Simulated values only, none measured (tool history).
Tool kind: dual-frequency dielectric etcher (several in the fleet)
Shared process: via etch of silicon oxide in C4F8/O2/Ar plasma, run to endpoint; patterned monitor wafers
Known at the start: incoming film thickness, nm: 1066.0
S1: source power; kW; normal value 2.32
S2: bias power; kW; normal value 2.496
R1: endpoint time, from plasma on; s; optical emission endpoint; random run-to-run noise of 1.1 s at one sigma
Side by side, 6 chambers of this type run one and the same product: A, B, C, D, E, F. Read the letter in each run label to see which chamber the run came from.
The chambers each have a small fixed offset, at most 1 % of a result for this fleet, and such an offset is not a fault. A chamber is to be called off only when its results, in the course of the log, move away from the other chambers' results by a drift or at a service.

At hour 2.8: chamber E: wet clean of the chamber.
Run 1F, hour 6.9: usual settings. Result: R1 187.19 s.
Run 2E, hour 16.2: usual settings. Result: R1 186.12 s.
Run 3C, hour 23.8: usual settings. Result: R1 185.33 s.
At hour 31.4: chamber A: wet clean of the chamber.
Run 4A, hour 37.1: usual settings. Result: R1 186.85 s.
Run 5B, hour 48.4: usual settings. Result: R1 188.13 s.
At hour 55: chamber B: bias power generator calibrated.
Run 6D, hour 62.6: usual settings. Result: R1 184.25 s.
Run 7A, hour 75: usual settings. Result: R1 186.64 s.
Run 8F, hour 88.2: usual settings. Result: R1 186.89 s.
Run 9C, hour 95.3: usual settings. Result: R1 186.25 s.
Run 10D, hour 102: usual settings. Result: R1 187.92 s.
At hour 110: chamber E: bias power generator calibrated.
Run 11B, hour 111.6: usual settings. Result: R1 189.11 s.
Run 12E, hour 120.9: usual settings. Result: R1 185.65 s.
At hour 125.1: chamber B: wet clean of the chamber.
Run 13B, hour 127.7: usual settings. Result: R1 188.56 s.
Run 14E, hour 137: usual settings. Result: R1 186.94 s.
Run 15D, hour 149.4: usual settings. Result: R1 186.04 s.
Run 16C, hour 162.8: usual settings but S1 2.82 kW, S2 2.192 kW. Result: R1 178.62 s.
Run 17F, hour 174.7: usual settings but S1 2.82 kW, S2 2.192 kW. Result: R1 177.97 s.
Run 18A, hour 188.3: usual settings but S1 2.82 kW, S2 2.192 kW. Result: R1 179.02 s.
Run 19E, hour 196.5: usual settings but S1 2.82 kW, S2 2.192 kW. Result: R1 179.44 s.
Run 20B, hour 204.9: usual settings but S1 2.82 kW, S2 2.192 kW. Result: R1 180.16 s.
Run 21C, hour 211.7: usual settings but S1 2.82 kW, S2 2.192 kW. Result: R1 176.06 s.
Run 22D, hour 221.7: usual settings. Result: R1 185.96 s.
Run 23A, hour 231: usual settings. Result: R1 186.49 s.
Run 24F, hour 237.5: usual settings. Result: R1 182.08 s.
Run 25D, hour 248.6: usual settings. Result: R1 184.36 s.
Run 26E, hour 262.8: usual settings. Result: R1 185.63 s.
Run 27C, hour 272.8: usual settings. Result: R1 183.63 s.
Run 28B, hour 281.3: usual settings. Result: R1 187.49 s.
Run 29A, hour 295.4: usual settings. Result: R1 188.27 s.
Run 30F, hour 308.6: usual settings. Result: R1 181.22 s.
Run 31E, hour 321.4: usual settings. Result: R1 187.7 s.
Run 32A, hour 335.5: usual settings but S1 2.71 kW. Result: R1 176.25 s.
Run 33C, hour 345: usual settings but S1 2.71 kW. Result: R1 172.8 s.
Run 34B, hour 352: usual settings but S1 2.71 kW. Result: R1 175.98 s.
Run 35F, hour 364.5: usual settings but S1 2.71 kW. Result: R1 170.37 s.
At hour 365.5: chamber E: wet clean of the chamber.
At hour 368: chamber C: wet clean of the chamber.
At hour 375.5: chamber C: source power generator calibrated.
Run 36D, hour 376.2: usual settings but S1 2.71 kW. Result: R1 174.15 s.
Run 37C, hour 382.9: usual settings but S1 2.71 kW. Result: R1 172.17 s.
Run 38F, hour 394.3: usual settings but S1 2.14 kW, S2 2.123 kW. Result: R1 195.75 s.
Run 39E, hour 401.6: usual settings but S1 2.14 kW, S2 2.123 kW. Result: R1 200.31 s.
Run 40B, hour 409: usual settings but S1 2.14 kW, S2 2.123 kW. Result: R1 202.1 s.

What goes on in this fleet: one chamber off, a drifting gauge, or nothing beyond the chambers' own small offsets? Name the chamber and the cause, if any.

It is chamber F that slowly wanders off from its peers.
Likeliest cause: etch rate over this chamber's usual, % = 3.41.

Chamber F could run next with any of the 4 candidate recipes listed below; each alters the usual settings, and their results appear as question marks. Which one brings its results back in line with what the other chambers deliver on the usual settings?
In line means no further than this from the other chambers' mean on the usual settings: R1 3.8 s
Run 41F-1, hour 419.6: usual settings but S1 2.59 kW, S2 2.713 kW. Result: R1 ?.
Run 41F-2, hour 419.6: usual settings but S2 1.898 kW. Result: R1 ?.
Run 41F-3, hour 419.6: usual settings but S1 2.51 kW. Result: R1 ?.
Run 41F-4, hour 419.6: usual settings but S1 2.13 kW. Result: R1 ?.

Mean of the other chambers on the usual settings: R1 186.25 s
  run      R1
41F-1  167.97
41F-2  194.65
41F-3  174.34
41F-4  186.01
41F-4 brings the chamber back in line.

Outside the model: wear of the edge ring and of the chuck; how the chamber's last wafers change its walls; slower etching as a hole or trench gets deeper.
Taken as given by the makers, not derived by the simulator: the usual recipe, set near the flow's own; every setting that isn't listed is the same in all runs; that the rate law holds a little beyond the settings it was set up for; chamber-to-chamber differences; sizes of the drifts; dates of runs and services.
